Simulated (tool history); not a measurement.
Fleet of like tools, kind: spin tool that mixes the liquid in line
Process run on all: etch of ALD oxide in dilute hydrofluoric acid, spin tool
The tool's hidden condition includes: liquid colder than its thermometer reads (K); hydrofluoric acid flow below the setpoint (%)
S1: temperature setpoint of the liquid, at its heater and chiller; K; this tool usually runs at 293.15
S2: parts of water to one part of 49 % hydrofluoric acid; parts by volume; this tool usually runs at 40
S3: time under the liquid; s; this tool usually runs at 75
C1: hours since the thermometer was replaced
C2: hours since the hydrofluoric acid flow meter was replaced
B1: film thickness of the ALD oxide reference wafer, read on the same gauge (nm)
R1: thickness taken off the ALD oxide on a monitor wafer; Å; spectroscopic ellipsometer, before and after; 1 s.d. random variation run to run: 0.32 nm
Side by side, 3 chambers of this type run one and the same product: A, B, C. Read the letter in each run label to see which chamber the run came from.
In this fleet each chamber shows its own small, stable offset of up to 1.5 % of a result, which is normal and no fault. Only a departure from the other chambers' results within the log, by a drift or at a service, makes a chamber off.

run,hour,S1,S2,S3,C1,C2,B1,R1
1C,7.3,293.15,40,75,2786.6,521.3,29.983,395.01
2A,11.4,293.15,40,75,403.3,329,30.01,394.68
3B,17.7,293.15,40,75,184.7,1029.5,29.991,397.27
4A,24.8,293.15,40,75,416.7,342.4,30.045,393.63
5B,29.4,293.15,20,75,196.4,1041.2,29.991,812.4
6C,34.8,293.15,20,75,2814.1,548.8,29.985,808.34
7B,42.9,293.15,20,75,209.9,1054.7,29.947,809
8C,50.1,293.15,40,75,2829.4,564.1,30.029,388.5
9A,55.1,290.65,40,75,447,372.7,30.01,353.84
10B,60.9,290.65,40,75,227.9,1072.7,29.97,358.89
11C,65.7,290.65,40,75,2845,579.7,29.979,342.56
12A,70.4,293.15,40,75,462.3,388,30.027,393.25
13A,76,293.15,40,75,467.9,393.6,30.019,391.28
14C,84.2,297.15,40,75,2863.5,598.2,30.006,447.87
15B,90.2,297.15,40,75,257.2,1102,29.963,465.35
16B,96.7,297.15,40,75,263.7,1108.5,29.949,471.96
17A,101.1,293.15,40,75,493,418.7,30.011,388.6
18C,106.8,293.15,40,75,2886.1,620.8,30.018,368.59
19B,113.9,293.15,40,75,280.9,1125.7,30.002,398.26
20A,121.8,293.15,25,55,513.7,439.4,30.032,477.16
# hour 126.5: chamber C: thermometer replaced
21C,128.8,293.15,25,55,2.3,642.8,30.046,430.4

Is one chamber out of step, is the gauge drifting, or do the chambers differ by no more than their own small offsets? For an off chamber, give its letter and the likeliest cause.

Chamber C drifts away from the others.
What lies behind it: hydrofluoric acid flow below the setpoint (%) = 8.54.

Below are 4 candidate recipes for chamber C's next run, each the usual settings with a change, their results shown as question marks. Which of them brings C's results back in line with what the other chambers give on the usual settings?
In line here means within this much of the mean the other chambers give on the usual settings: R1 11 Å
22C-1,134.6,292.65,40,65,,,,?
22C-2,134.6,297.15,40,75,,,,?
22C-3,134.6,295.15,40,75,,,,?
22C-4,134.6,291.15,40,75,,,,?

What the other chambers average on the usual settings: R1 394.97 Å
run,R1
22C-1,305.33
22C-2,427.02
22C-3,392.38
22C-4,329.97
The answer is 22C-3, which returns the chamber to within the allowed miss of the others.

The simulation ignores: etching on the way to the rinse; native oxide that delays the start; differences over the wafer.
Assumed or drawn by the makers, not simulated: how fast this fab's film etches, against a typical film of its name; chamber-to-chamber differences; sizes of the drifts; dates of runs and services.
